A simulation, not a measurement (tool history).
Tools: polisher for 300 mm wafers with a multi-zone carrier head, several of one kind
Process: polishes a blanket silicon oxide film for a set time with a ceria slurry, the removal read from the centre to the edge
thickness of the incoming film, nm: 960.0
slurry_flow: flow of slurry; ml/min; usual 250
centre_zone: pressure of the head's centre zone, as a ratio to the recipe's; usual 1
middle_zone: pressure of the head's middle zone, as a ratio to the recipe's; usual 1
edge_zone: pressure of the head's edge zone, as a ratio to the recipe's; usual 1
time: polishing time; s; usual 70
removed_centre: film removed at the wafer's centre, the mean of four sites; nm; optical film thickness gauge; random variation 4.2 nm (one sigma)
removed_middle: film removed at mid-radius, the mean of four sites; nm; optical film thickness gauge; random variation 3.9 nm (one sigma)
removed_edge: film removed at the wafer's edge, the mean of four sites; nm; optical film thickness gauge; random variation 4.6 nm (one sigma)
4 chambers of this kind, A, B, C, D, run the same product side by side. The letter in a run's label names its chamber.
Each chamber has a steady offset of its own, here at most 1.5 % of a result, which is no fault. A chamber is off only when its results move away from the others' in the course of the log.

| run | hour | slurry_flow | centre_zone | middle_zone | edge_zone | time | removed_centre | removed_middle | removed_edge |
|---|---|---|---|---|---|---|---|---|---|
| 1D | 6.9 | 250 | 1 | 1 | 1 | 70 | 346.46 | 347.33 | 345.12 |
| 2A | 13.2 | 250 | 1 | 1 | 1 | 70 | 343.4 | 349.52 | 347.06 |
| 3B | 19.7 | 250 | 1 | 1 | 1 | 70 | 352.04 | 352.95 | 350.49 |
| 4C | 23.1 | 250 | 1 | 1 | 1 | 70 | 347.79 | 341.41 | 343.93 |
| 5A | 26.9 | 250 | 1 | 1 | 1 | 70 | 348.51 | 354.06 | 341.34 |
| 6C | 32.3 | 250 | 1 | 1.11 | 0.92 | 70 | 347.8 | 377.3 | 326.9 |
|  | 36.6 | chamber D: worn pad replaced by a new one |
| 7D | 36.9 | 250 | 1 | 1.11 | 0.92 | 70 | 347.45 | 393.3 | 339.71 |
| 8B | 43.7 | 250 | 1 | 1.11 | 0.92 | 70 | 350.05 | 394.14 | 322.69 |
| 9B | 48.3 | 250 | 1 | 1.11 | 0.92 | 70 | 349.34 | 385.07 | 335.59 |
| 10A | 52.6 | 205 | 1 | 1.1 | 1 | 70 | 338.45 | 369.93 | 346.31 |
|  | 55.1 | chamber A: edge zone pressure recalibrated |
| 11D | 55.9 | 205 | 1 | 1.1 | 1 | 70 | 342.16 | 370.43 | 341.42 |
| 12C | 61.1 | 205 | 1 | 1.1 | 1 | 70 | 325.54 | 353.94 | 338.56 |
| 13D | 67.4 | 205 | 1 | 1.1 | 1 | 70 | 334.24 | 371.07 | 340.73 |
| 14B | 71.3 | 250 | 1 | 1 | 1 | 70 | 353.16 | 353.7 | 346.5 |
|  | 74.6 | chamber A: worn pad replaced by a new one |
| 15A | 76.4 | 250 | 1 | 1 | 1 | 70 | 348.39 | 350.88 | 353.62 |
| 16C | 80.2 | 190 | 1 | 1 | 1 | 70 | 320.18 | 320.54 | 326.42 |
| 17D | 85.9 | 190 | 1 | 1 | 1 | 70 | 332.3 | 338.27 | 339.91 |
| 18B | 89.9 | 190 | 1 | 1 | 1 | 70 | 339.99 | 342.26 | 344.71 |
| 19A | 96.2 | 190 | 1 | 1 | 1 | 70 | 333.07 | 343.87 | 339.92 |
| 20C | 101.4 | 250 | 1 | 1 | 1 | 70 | 326.49 | 327.3 | 323.93 |
| 21C | 105.9 | 250 | 1 | 1 | 1 | 70 | 330.34 | 319.69 | 330.04 |
| 22B | 110.7 | 250 | 1 | 1 | 1 | 70 | 342.63 | 351.8 | 351.61 |
| 23A | 116.9 | 175 | 1 | 1 | 1 | 70 | 326.92 | 331.85 | 336.18 |
| 24D | 122 | 175 | 1 | 1 | 1 | 70 | 328.17 | 331.06 | 340.57 |
| 25A | 125.4 | 175 | 1 | 1 | 1 | 70 | 331.36 | 336.07 | 338.43 |
| 26D | 130.5 | 175 | 1 | 1 | 1 | 70 | 334.65 | 336.19 | 336.59 |
| 27B | 135.4 | 250 | 1 | 1 | 1 | 70 | 348.97 | 349.13 | 349.87 |
| 28C | 139.3 | 250 | 0.94 | 1 | 1 | 70 | 293.82 | 316.53 | 325.98 |
|  | 143.1 | chamber D: edge zone pressure recalibrated |
| 29A | 143.4 | 250 | 0.94 | 1 | 1 | 70 | 327.76 | 354.3 | 348.05 |
|  | 145.9 | chamber B: worn pad replaced by a new one |
| 30D | 150.1 | 250 | 0.94 | 1 | 1 | 70 | 323.12 | 349.14 | 343.02 |
| 31C | 153.3 | 250 | 0.94 | 1 | 1 | 70 | 293.39 | 308.56 | 325.69 |
| 32B | 158.4 | 250 | 1 | 1 | 1 | 70 | 351.64 | 351.57 | 351.03 |

What goes on in this fleet: one chamber off, a drifting gauge, or nothing beyond the chambers' own small offsets? Name the chamber and the cause, if any.

Chamber C drifts away from the others.
Cause: removal rate lost through wear of the pad, % = 9.4.

Here are 4 candidates for chamber C's next run, each the usual settings with a change, their results left as question marks. Which one brings its results back in line with what the others give on the usual settings?
In line means no further than this from the other chambers' mean on the usual settings: removed_centre 15 nm; removed_middle 14 nm; removed_edge 16 nm
| 33C-1 | 163.5 | 250 | 1 | 0.99 | 1 | 68 | ? | ? | ? |
| 33C-2 | 163.5 | 255 | 1 | 1.01 | 1 | 77 | ? | ? | ? |
| 33C-3 | 163.5 | 250 | 1 | 1.01 | 1 | 72 | ? | ? | ? |
| 33C-4 | 163.5 | 245 | 1 | 0.99 | 1 | 63 | ? | ? | ? |

The other chambers' mean on the usual settings: removed_centre 347.53 nm; removed_middle 351.09 nm; removed_edge 348.55 nm
| run | removed_centre | removed_middle | removed_edge |
|---|---|---|---|
| 33C-1 | 303.44 | 300.24 | 309.67 |
| 33C-2 | 344.51 | 347.04 | 351.14 |
| 33C-3 | 321.33 | 323.78 | 327.79 |
| 33C-4 | 280.4 | 277.52 | 286.4 |
33C-2 brings the chamber back in line.
